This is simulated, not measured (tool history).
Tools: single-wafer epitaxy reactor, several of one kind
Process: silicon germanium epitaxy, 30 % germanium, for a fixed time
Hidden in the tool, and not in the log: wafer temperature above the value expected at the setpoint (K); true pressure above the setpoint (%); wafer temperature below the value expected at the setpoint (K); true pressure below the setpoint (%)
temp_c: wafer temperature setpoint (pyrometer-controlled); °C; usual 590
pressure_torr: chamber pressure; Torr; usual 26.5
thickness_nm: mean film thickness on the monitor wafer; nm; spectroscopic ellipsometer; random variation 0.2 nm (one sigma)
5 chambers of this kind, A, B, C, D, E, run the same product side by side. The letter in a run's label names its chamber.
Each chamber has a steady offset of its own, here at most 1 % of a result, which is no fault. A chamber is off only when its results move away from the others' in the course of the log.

run,hour,temp_c,pressure_torr,hours since the last pyrometer calibration,hours since the last manometer calibration,"read-back reference wafer on the same gauge, thickness_nm",thickness_nm
1E,7.6,590,26.5,1092.7,264.5,62.620,54.370
2C,14.4,590,26.5,1204.7,1618.0,62.627,54.878
3A,20.3,590,26.5,1899.5,747.9,62.565,54.970
4D,28.4,590,26.5,1701.8,162.3,62.585,54.637
5B,35.2,590,26.5,1569.4,336.7,62.575,55.319
6B,43.5,590,26.5,1577.7,345.0,62.630,55.499
7E,49.4,590,26.5,1134.5,306.3,62.593,54.397
8A,55.5,590,26.5,1934.7,783.1,62.604,54.580
9D,62.5,590,26.5,1735.9,196.4,62.564,54.714
10C,70.1,590,26.5,1260.4,1673.7,62.616,54.394
11C,74.6,590,26.5,1264.9,1678.2,62.557,54.951
12A,84.2,590,26.5,1963.4,811.8,62.613,55.126
13B,94.5,590,26.5,1628.7,396.0,62.610,55.252
14E,99.9,590,26.5,1185.0,356.8,62.590,53.981
15D,104.6,590,26.5,1778.0,238.5,62.627,54.789
16C,112.3,590,26.5,1302.6,1715.9,62.590,54.380
17E,122.8,590,26.5,1207.9,379.7,62.516,54.236
18D,130.9,590,26.5,1804.3,264.8,62.600,54.131
19B,139.6,590,20.4,1673.8,441.1,62.560,49.799
20A,146.4,590,20.4,2025.6,874.0,62.596,49.354
# hour 147.5: chamber B: pyrometer calibrated
21D,154.1,590,20.4,1827.5,288.0,62.604,49.144
22A,163.2,590,20.4,2042.4,890.8,62.608,49.513
23C,172.7,590,20.4,1363.0,1776.3,62.632,48.577
24E,183.0,590,26.5,1268.1,439.9,62.555,54.444
25B,188.4,590,26.5,41.0,489.9,62.627,55.395
26D,193.3,590,26.5,1866.7,327.2,62.578,54.679
27E,203.1,590,26.5,1288.2,460.0,62.567,54.613
28B,208.4,590,26.5,61.0,509.9,62.539,55.337
29A,214.0,590,26.5,2093.2,941.6,62.608,54.658
30C,221.7,590,26.5,1412.0,1825.3,62.587,54.551
31E,230.2,590,26.5,1315.3,487.1,62.599,54.134
32D,237.0,590,26.5,1910.4,370.9,62.647,54.524
# hour 239.7: chamber D: pyrometer calibrated
33A,246.7,590,26.5,2125.9,974.3,62.615,54.993
34B,253.2,590,26.5,105.8,554.7,62.622,55.554
35C,262.3,590,26.5,1452.6,1865.9,62.564,54.617
36C,270.4,590,26.5,1460.7,1874.0,62.610,54.472
37E,276.0,590,26.5,1361.1,532.9,62.570,54.236
# hour 280.5: chamber A: pyrometer calibrated
38A,284.0,590,26.5,3.5,1011.6,62.612,54.735
39D,290.0,590,26.5,50.3,423.9,62.632,54.615
40B,298.2,590,26.5,150.8,599.7,62.687,55.118
41C,304.1,590,26.5,1494.4,1907.7,62.563,54.472
42B,314.5,590,32.3,167.1,616.0,62.589,59.915
43A,323.4,590,32.3,42.9,1051.0,62.544,59.241

Is one chamber off against the others, does the gauge drift, or is nothing wrong? If a chamber is off, say which, and what the likeliest cause is.

No chamber stands off beyond its own small offset, and the gauge holds steady.
